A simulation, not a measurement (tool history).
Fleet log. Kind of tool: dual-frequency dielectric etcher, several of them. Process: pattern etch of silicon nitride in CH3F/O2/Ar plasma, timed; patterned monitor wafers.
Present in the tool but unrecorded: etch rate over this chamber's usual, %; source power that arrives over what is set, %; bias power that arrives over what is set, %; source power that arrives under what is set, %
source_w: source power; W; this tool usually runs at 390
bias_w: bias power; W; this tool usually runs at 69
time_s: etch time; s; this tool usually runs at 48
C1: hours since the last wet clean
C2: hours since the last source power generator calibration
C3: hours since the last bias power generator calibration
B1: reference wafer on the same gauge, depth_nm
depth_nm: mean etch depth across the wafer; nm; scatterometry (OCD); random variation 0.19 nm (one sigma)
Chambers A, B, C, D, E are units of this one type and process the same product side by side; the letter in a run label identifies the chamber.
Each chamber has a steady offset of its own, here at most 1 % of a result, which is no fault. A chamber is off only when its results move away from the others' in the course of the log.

{"run": "1A", "day": 0.388, "source_w": 390, "bias_w": 69, "time_s": 48, "C1": 68.3, "C2": 696.0, "C3": 878.9, "B1": 36.005, "depth_nm": 32.858}
{"run": "2B", "day": 0.692, "source_w": 390, "bias_w": 69, "time_s": 48, "C1": 197.2, "C2": 966.4, "C3": 755.4, "B1": 36.059, "depth_nm": 32.679}
{"run": "3C", "day": 0.938, "source_w": 390, "bias_w": 69, "time_s": 48, "C1": 452.6, "C2": 3705.5, "C3": 832.0, "B1": 36.007, "depth_nm": 32.981}
{"run": "4E", "day": 1.379, "source_w": 390, "bias_w": 69, "time_s": 48, "C1": 178.4, "C2": 3648.0, "C3": 4198.5, "B1": 35.984, "depth_nm": 32.632}
{"run": "5D", "day": 1.633, "source_w": 390, "bias_w": 69, "time_s": 48, "C1": 264.2, "C2": 2104.2, "C3": 2177.3, "B1": 35.978, "depth_nm": 32.513}
{"run": "6C", "day": 2.021, "source_w": 390, "bias_w": 69, "time_s": 48, "C1": 478.6, "C2": 3731.5, "C3": 858.0, "B1": 35.944, "depth_nm": 32.575}
{"run": "7B", "day": 2.296, "source_w": 390, "bias_w": 69, "time_s": 48, "C1": 235.7, "C2": 1004.9, "C3": 793.9, "B1": 35.979, "depth_nm": 32.6}
{"day": 2.333, "done": "chamber C: source power generator calibrated"}
{"run": "8E", "day": 2.646, "source_w": 390, "bias_w": 69, "time_s": 48, "C1": 208.8, "C2": 3678.4, "C3": 4228.9, "B1": 36.011, "depth_nm": 32.641}
{"run": "9A", "day": 3.025, "source_w": 350, "bias_w": 69, "time_s": 48, "C1": 131.6, "C2": 759.3, "C3": 942.2, "B1": 36.012, "depth_nm": 31.275}
{"run": "10D", "day": 3.354, "source_w": 350, "bias_w": 69, "time_s": 48, "C1": 305.5, "C2": 2145.5, "C3": 2218.6, "B1": 35.998, "depth_nm": 31.652}
{"run": "11C", "day": 3.567, "source_w": 350, "bias_w": 69, "time_s": 48, "C1": 515.7, "C2": 29.6, "C3": 895.1, "B1": 35.949, "depth_nm": 31.198}
{"run": "12B", "day": 3.933, "source_w": 350, "bias_w": 69, "time_s": 48, "C1": 275.0, "C2": 1044.2, "C3": 833.2, "B1": 35.932, "depth_nm": 31.241}
{"run": "13D", "day": 4.196, "source_w": 350, "bias_w": 69, "time_s": 48, "C1": 325.7, "C2": 2165.7, "C3": 2238.8, "B1": 35.963, "depth_nm": 31.792}
{"run": "14E", "day": 4.4, "source_w": 390, "bias_w": 69, "time_s": 48, "C1": 250.9, "C2": 3720.5, "C3": 4271.0, "B1": 36.008, "depth_nm": 32.213}
{"run": "15A", "day": 4.617, "source_w": 390, "bias_w": 69, "time_s": 48, "C1": 169.8, "C2": 797.5, "C3": 980.4, "B1": 36.014, "depth_nm": 32.376}
{"run": "16E", "day": 4.854, "source_w": 390, "bias_w": 69, "time_s": 54, "C1": 261.8, "C2": 3731.4, "C3": 4281.9, "B1": 35.997, "depth_nm": 36.491}
{"run": "17D", "day": 5.229, "source_w": 390, "bias_w": 69, "time_s": 54, "C1": 350.5, "C2": 2190.5, "C3": 2263.6, "B1": 36.003, "depth_nm": 37.184}
{"run": "18C", "day": 5.654, "source_w": 390, "bias_w": 69, "time_s": 54, "C1": 565.8, "C2": 79.7, "C3": 945.2, "B1": 36.002, "depth_nm": 37.128}
{"run": "19A", "day": 5.942, "source_w": 390, "bias_w": 69, "time_s": 54, "C1": 201.6, "C2": 829.3, "C3": 1012.2, "B1": 35.992, "depth_nm": 37.36}
{"run": "20B", "day": 6.242, "source_w": 390, "bias_w": 69, "time_s": 54, "C1": 330.4, "C2": 1099.6, "C3": 888.6, "B1": 35.956, "depth_nm": 36.665}
{"run": "21C", "day": 6.458, "source_w": 390, "bias_w": 69, "time_s": 48, "C1": 585.1, "C2": 99.0, "C3": 964.5, "B1": 35.998, "depth_nm": 33.065}
{"run": "22E", "day": 6.675, "source_w": 390, "bias_w": 69, "time_s": 48, "C1": 305.5, "C2": 3775.1, "C3": 4325.6, "B1": 35.984, "depth_nm": 32.55}
{"day": 6.808, "done": "chamber E: wet clean of the chamber"}
{"run": "23D", "day": 6.908, "source_w": 390, "bias_w": 69, "time_s": 48, "C1": 390.8, "C2": 2230.8, "C3": 2303.9, "B1": 35.963, "depth_nm": 32.988}
{"run": "24B", "day": 7.15, "source_w": 390, "bias_w": 69, "time_s": 48, "C1": 352.2, "C2": 1121.4, "C3": 910.4, "B1": 36.046, "depth_nm": 33.014}
{"run": "25A", "day": 7.562, "source_w": 390, "bias_w": 69, "time_s": 48, "C1": 240.5, "C2": 868.2, "C3": 1051.1, "B1": 35.997, "depth_nm": 32.681}
{"day": 7.971, "done": "chamber D: wet clean of the chamber"}
{"run": "26B", "day": 7.992, "source_w": 390, "bias_w": 69, "time_s": 48, "C1": 372.4, "C2": 1141.6, "C3": 930.6, "B1": 35.996, "depth_nm": 33.059}
{"run": "27E", "day": 8.275, "source_w": 390, "bias_w": 69, "time_s": 48, "C1": 35.3, "C2": 3813.5, "C3": 4364.0, "B1": 36.055, "depth_nm": 32.622}
{"run": "28D", "day": 8.558, "source_w": 390, "bias_w": 69, "time_s": 48, "C1": 14.2, "C2": 2270.4, "C3": 2343.5, "B1": 36.031, "depth_nm": 33.078}
{"day": 8.75, "done": "chamber C: wet clean of the chamber"}
{"run": "29C", "day": 8.938, "source_w": 390, "bias_w": 69, "time_s": 48, "C1": 4.6, "C2": 158.5, "C3": 1024.0, "B1": 35.941, "depth_nm": 32.502}
{"run": "30A", "day": 9.342, "source_w": 390, "bias_w": 69, "time_s": 48, "C1": 283.2, "C2": 910.9, "C3": 1093.8, "B1": 35.989, "depth_nm": 32.976}
{"run": "31A", "day": 9.575, "source_w": 390, "bias_w": 69, "time_s": 48, "C1": 288.8, "C2": 916.5, "C3": 1099.4, "B1": 36.014, "depth_nm": 32.941}
{"run": "32B", "day": 9.938, "source_w": 390, "bias_w": 69, "time_s": 48, "C1": 419.1, "C2": 1188.3, "C3": 977.3, "B1": 35.997, "depth_nm": 32.723}
{"run": "33D", "day": 10.158, "source_w": 450, "bias_w": 61, "time_s": 48, "C1": 52.6, "C2": 2308.8, "C3": 2381.9, "B1": 35.99, "depth_nm": 33.236}
{"run": "34E", "day": 10.45, "source_w": 450, "bias_w": 61, "time_s": 48, "C1": 87.5, "C2": 3865.7, "C3": 4416.2, "B1": 36.041, "depth_nm": 33.181}
{"day": 10.658, "done": "chamber E: bias power generator calibrated"}
{"run": "35C", "day": 10.708, "source_w": 450, "bias_w": 61, "time_s": 48, "C1": 47.1, "C2": 201.0, "C3": 1066.5, "B1": 36.027, "depth_nm": 33.17}
{"run": "36E", "day": 11.096, "source_w": 450, "bias_w": 61, "time_s": 48, "C1": 103.0, "C2": 3881.2, "C3": 10.5, "B1": 35.978, "depth_nm": 33.017}
{"run": "37A", "day": 11.467, "source_w": 450, "bias_w": 61, "time_s": 48, "C1": 334.2, "C2": 961.9, "C3": 1144.8, "B1": 36.051, "depth_nm": 33.356}
{"run": "38C", "day": 11.821, "source_w": 390, "bias_w": 69, "time_s": 48, "C1": 73.8, "C2": 227.7, "C3": 1093.2, "B1": 36.062, "depth_nm": 33.013}

Next, every chamber runs the same settings. What will each give?
{"run": "39A", "day": 12.146, "source_w": 390, "bias_w": 69, "time_s": 60, "depth_nm": "?"}
{"run": "39B", "day": 12.146, "source_w": 390, "bias_w": 69, "time_s": 60, "depth_nm": "?"}
{"run": "39C", "day": 12.146, "source_w": 390, "bias_w": 69, "time_s": 60, "depth_nm": "?"}
{"run": "39D", "day": 12.146, "source_w": 390, "bias_w": 69, "time_s": 60, "depth_nm": "?"}
{"run": "39E", "day": 12.146, "source_w": 390, "bias_w": 69, "time_s": 60, "depth_nm": "?"}

run=39A depth_nm=40.873
run=39B depth_nm=40.946
run=39C depth_nm=41.083
run=39D depth_nm=41.027
run=39E depth_nm=40.704
